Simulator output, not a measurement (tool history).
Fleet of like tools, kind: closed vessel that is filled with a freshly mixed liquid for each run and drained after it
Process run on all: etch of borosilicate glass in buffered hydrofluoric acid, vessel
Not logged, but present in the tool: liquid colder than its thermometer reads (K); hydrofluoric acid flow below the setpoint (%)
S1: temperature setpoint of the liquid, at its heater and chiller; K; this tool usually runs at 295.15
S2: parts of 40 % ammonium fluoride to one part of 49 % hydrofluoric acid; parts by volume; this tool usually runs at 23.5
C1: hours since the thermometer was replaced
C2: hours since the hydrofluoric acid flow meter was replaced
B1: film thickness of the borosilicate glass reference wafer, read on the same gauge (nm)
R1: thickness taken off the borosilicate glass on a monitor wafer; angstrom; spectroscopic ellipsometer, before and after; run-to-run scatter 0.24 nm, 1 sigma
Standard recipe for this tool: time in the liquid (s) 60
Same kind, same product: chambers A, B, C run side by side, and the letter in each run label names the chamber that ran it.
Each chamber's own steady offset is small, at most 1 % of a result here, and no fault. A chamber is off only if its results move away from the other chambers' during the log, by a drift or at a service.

Run 1C, hour 12.0: usual settings; C1 1417.8; C2 373.2; B1 39.994. Result: R1 304.13 angstrom.
Run 2A, hour 20.5: usual settings; C1 1618.5; C2 739.2; B1 39.963. Result: R1 304.85 angstrom.
Run 3B, hour 32.1: usual settings; C1 2126.4; C2 254.0; B1 39.982. Result: R1 303.72 angstrom.
Run 4A, hour 41.7: usual settings; C1 1639.7; C2 760.4; B1 40.016. Result: R1 305.16 angstrom.
At hour 53.3: chamber B: thermometer replaced.
Run 5C, hour 55.2: usual settings; C1 1461.0; C2 416.4; B1 39.985. Result: R1 302.34 angstrom.
Run 6B, hour 61.7: usual settings; C1 8.5; C2 283.6; B1 40.001. Result: R1 305.51 angstrom.
Run 7C, hour 69.1: usual settings; C1 1474.9; C2 430.3; B1 39.998. Result: R1 301.76 angstrom.
Run 8B, hour 82.0: usual settings but S1 291.65 K; C1 28.8; C2 303.9; B1 39.993. Result: R1 248.56 angstrom.
Run 9A, hour 88.3: usual settings but S1 291.65 K; C1 1686.3; C2 807.0; B1 39.988. Result: R1 249.05 angstrom.
Run 10B, hour 97.2: usual settings but S1 291.65 K; C1 44.0; C2 319.1; B1 40.030. Result: R1 253.91 angstrom.
Run 11C, hour 105.7: usual settings; C1 1511.5; C2 466.9; B1 40.013. Result: R1 301.51 angstrom.
At hour 108.5: chamber C: hydrofluoric acid flow meter replaced.
Run 12A, hour 114.5: usual settings; C1 1712.5; C2 833.2; B1 39.991. Result: R1 307.80 angstrom.
Run 13B, hour 122.0: usual settings; C1 68.8; C2 343.9; B1 40.039. Result: R1 299.32 angstrom.
Run 14C, hour 128.0: usual settings but S1 298.15 K, time in the liquid (s) 90; C1 1533.8; C2 19.6; B1 39.996. Result: R1 534.19 angstrom.
Run 15A, hour 141.0: usual settings but S1 298.15 K, time in the liquid (s) 90; C1 1739.0; C2 859.7; B1 39.990. Result: R1 541.02 angstrom.
Run 16C, hour 152.8: usual settings but S1 298.15 K, time in the liquid (s) 90; C1 1558.6; C2 44.4; B1 40.016. Result: R1 534.19 angstrom.
Run 17A, hour 161.1: usual settings; C1 1759.1; C2 879.8; B1 39.997. Result: R1 302.21 angstrom.
Run 18B, hour 172.7: usual settings but S1 299.15 K, time in the liquid (s) 85; C1 119.5; C2 394.6; B1 40.024. Result: R1 532.38 angstrom.
Run 19C, hour 181.2: usual settings but S1 299.15 K, time in the liquid (s) 85; C1 1587.0; C2 72.8; B1 40.014. Result: R1 536.65 angstrom.
Run 20B, hour 192.2: usual settings but S1 299.15 K, time in the liquid (s) 85; C1 139.0; C2 414.1; B1 40.032. Result: R1 535.96 angstrom.
Run 21A, hour 200.4: usual settings but S1 293.15 K; C1 1798.4; C2 919.1; B1 39.999. Result: R1 269.21 angstrom.
Run 22A, hour 207.1: usual settings but S1 293.15 K; C1 1805.1; C2 925.8; B1 40.004. Result: R1 264.62 angstrom.
Run 23C, hour 218.5: usual settings but S1 293.15 K; C1 1624.3; C2 110.1; B1 39.983. Result: R1 274.06 angstrom.
Run 24B, hour 230.1: usual settings; C1 176.9; C2 452.0; B1 40.015. Result: R1 301.25 angstrom.
Run 25C, hour 240.8: usual settings; C1 1646.6; C2 132.4; B1 40.011. Result: R1 304.33 angstrom.
Run 26A, hour 248.3: usual settings; C1 1846.3; C2 967.0; B1 40.013. Result: R1 298.90 angstrom.
Run 27B, hour 261.5: usual settings; C1 208.3; C2 483.4; B1 40.052. Result: R1 302.72 angstrom.
Run 28B, hour 267.4: usual settings; C1 214.2; C2 489.3; B1 40.024. Result: R1 298.48 angstrom.
Run 29C, hour 274.9: usual settings but S1 296.65 K; C1 1680.7; C2 166.5; B1 40.032. Result: R1 328.72 angstrom.
Run 30A, hour 282.6: usual settings but S1 296.65 K; C1 1880.6; C2 1001.3; B1 39.999. Result: R1 321.07 angstrom.
Run 31C, hour 294.1: usual settings but S1 296.65 K; C1 1699.9; C2 185.7; B1 39.978. Result: R1 324.51 angstrom.
Run 32A, hour 305.2: usual settings but S1 299.65 K, time in the liquid (s) 45; C1 1903.2; C2 1023.9; B1 40.009. Result: R1 282.36 angstrom.
At hour 314.5: chamber B: hydrofluoric acid flow meter replaced.
Run 33B, hour 317.8: usual settings but S1 299.65 K, time in the liquid (s) 45; C1 264.6; C2 3.4; B1 39.979. Result: R1 291.01 angstrom.
Run 34C, hour 326.3: usual settings but S1 299.65 K, time in the liquid (s) 45; C1 1732.1; C2 217.9; B1 39.999. Result: R1 291.07 angstrom.
Run 35B, hour 332.5: usual settings; C1 279.3; C2 18.1; B1 40.028. Result: R1 304.20 angstrom.
Run 36A, hour 344.7: usual settings; C1 1942.7; C2 1063.4; B1 39.969. Result: R1 293.30 angstrom.
Run 37B, hour 351.1: usual settings; C1 297.9; C2 36.7; B1 39.982. Result: R1 303.31 angstrom.
Run 38A, hour 360.8: usual settings; C1 1958.8; C2 1079.5; B1 40.017. Result: R1 290.26 angstrom.
Run 39C, hour 374.3: usual settings; C1 1780.1; C2 265.9; B1 40.050. Result: R1 298.30 angstrom.
Run 40C, hour 381.1: usual settings; C1 1786.9; C2 272.7; B1 40.005. Result: R1 301.39 angstrom.
Run 41A, hour 387.9: usual settings but S1 297.15 K, time in the liquid (s) 80; C1 1985.9; C2 1106.6; B1 40.004. Result: R1 430.61 angstrom.
Run 42B, hour 398.1: usual settings but S1 297.15 K, time in the liquid (s) 80; C1 344.9; C2 83.7; B1 39.986. Result: R1 446.73 angstrom.
Run 43A, hour 409.6: usual settings but S1 297.15 K, time in the liquid (s) 80; C1 2007.6; C2 1128.3; B1 39.999. Result: R1 429.20 angstrom.

The same settings go to every chamber for the next run, one line per chamber below. Forecast the results for each:
Run 44A, hour 419.3: usual settings. Result: R1 ?.
Run 44B, hour 419.3: usual settings. Result: R1 ?.
Run 44C, hour 419.3: usual settings. Result: R1 ?.

run      R1
44A  287.46
44B  300.10
44C  303.93
